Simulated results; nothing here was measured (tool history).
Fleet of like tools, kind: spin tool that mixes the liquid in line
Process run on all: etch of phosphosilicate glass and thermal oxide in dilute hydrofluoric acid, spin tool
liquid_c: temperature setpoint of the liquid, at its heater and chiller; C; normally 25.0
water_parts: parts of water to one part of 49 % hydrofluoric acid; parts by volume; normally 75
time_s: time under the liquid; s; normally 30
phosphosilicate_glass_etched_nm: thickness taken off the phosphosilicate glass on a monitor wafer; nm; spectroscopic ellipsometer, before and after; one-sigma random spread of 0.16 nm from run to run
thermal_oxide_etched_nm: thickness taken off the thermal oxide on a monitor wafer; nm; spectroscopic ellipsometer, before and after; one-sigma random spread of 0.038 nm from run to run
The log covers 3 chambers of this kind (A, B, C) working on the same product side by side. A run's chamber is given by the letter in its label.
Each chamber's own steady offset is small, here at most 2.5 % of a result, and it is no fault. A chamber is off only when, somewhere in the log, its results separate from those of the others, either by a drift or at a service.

run,hour,liquid_c,water_parts,time_s,"read-back film thickness of the phosphosilicate glass reference wafer, read on the same gauge (nm)","read-back film thickness of the thermal oxide reference wafer, read on the same gauge (nm)",phosphosilicate_glass_etched_nm,thermal_oxide_etched_nm
1A,7.0,25.0,75,30,110.00,40.003,50.519,2.1222
2C,12.4,25.0,75,30,110.01,39.980,51.778,1.9988
3B,19.5,25.0,75,30,110.00,40.014,51.184,2.0794
4A,24.9,25.0,75,30,110.00,40.032,50.737,2.0825
5B,31.0,25.0,75,30,110.00,39.954,51.233,2.1424
6C,38.2,25.0,75,30,110.00,39.966,51.678,2.0509
7C,45.0,25.0,75,30,110.00,39.974,51.795,2.0693
8A,50.8,25.0,75,50,110.00,40.013,84.296,3.4414
9B,56.9,25.0,75,50,110.02,39.979,85.348,3.4559
10B,65.0,25.0,75,50,109.99,39.976,85.345,3.4224
11A,70.1,25.0,75,30,110.00,40.011,50.484,2.0488
12C,77.1,25.0,75,30,110.00,40.028,52.092,2.1126
13A,84.7,25.0,75,30,110.00,40.003,50.656,2.0684
14B,93.0,25.0,95,30,110.03,40.034,39.407,1.5992
15C,100.1,25.0,95,30,109.99,40.009,39.772,1.5428
16C,107.3,25.0,95,30,109.99,40.033,39.931,1.5793
17A,111.4,25.0,75,30,110.02,40.032,50.668,2.0862
18B,118.0,25.0,75,30,110.01,39.979,51.237,2.1428
19C,122.8,25.0,75,30,110.01,39.956,51.675,2.0309
20B,126.9,25.0,75,30,110.01,39.950,51.659,2.0925
21A,133.4,25.0,75,30,110.01,40.007,50.531,2.0978
22A,138.9,25.0,75,30,109.99,39.992,50.276,2.0900
23C,142.7,27.5,100,30,110.00,40.002,41.270,1.6270
24B,149.6,27.5,100,30,109.99,40.043,40.531,1.7244
25A,157.5,27.5,100,30,109.99,39.975,40.470,1.6252
26C,161.8,25.0,75,30,109.98,39.963,51.900,2.0881
27B,167.3,25.0,75,30,109.99,39.995,51.116,2.0594
28A,171.8,27.5,75,30,109.99,40.011,55.899,2.3115
29B,177.8,27.5,75,30,110.01,39.992,56.329,2.3684
30C,182.9,27.5,75,30,109.99,39.979,57.375,2.2928
31A,188.2,25.0,75,30,110.00,40.009,50.571,2.1029
# hour 193.2: chamber A: hydrofluoric acid flow meter replaced
32C,193.5,25.0,75,30,109.99,40.002,51.610,2.1023
33B,200.6,25.0,75,30,110.01,40.026,51.230,2.0664
34B,207.1,25.0,75,30,110.00,40.015,50.980,2.0715
35C,210.8,25.0,75,30,110.01,40.007,51.738,2.0941
36A,214.8,20.5,75,30,110.00,39.999,42.036,1.7600
37B,219.0,20.5,75,30,110.01,40.011,42.596,1.7805
38C,225.9,20.5,75,30,109.98,40.031,43.010,1.7048
39A,234.3,25.0,75,30,110.01,39.975,50.719,2.0985
40B,239.8,25.0,75,30,110.02,40.018,50.999,2.0904

Does one chamber stand apart from the rest, does the shared gauge drift, or is all well apart from small per-chamber offsets? Give the chamber and the most likely cause, where there is one.

The fleet is healthy, with each chamber sitting at its usual small offset and no drift in the gauge.

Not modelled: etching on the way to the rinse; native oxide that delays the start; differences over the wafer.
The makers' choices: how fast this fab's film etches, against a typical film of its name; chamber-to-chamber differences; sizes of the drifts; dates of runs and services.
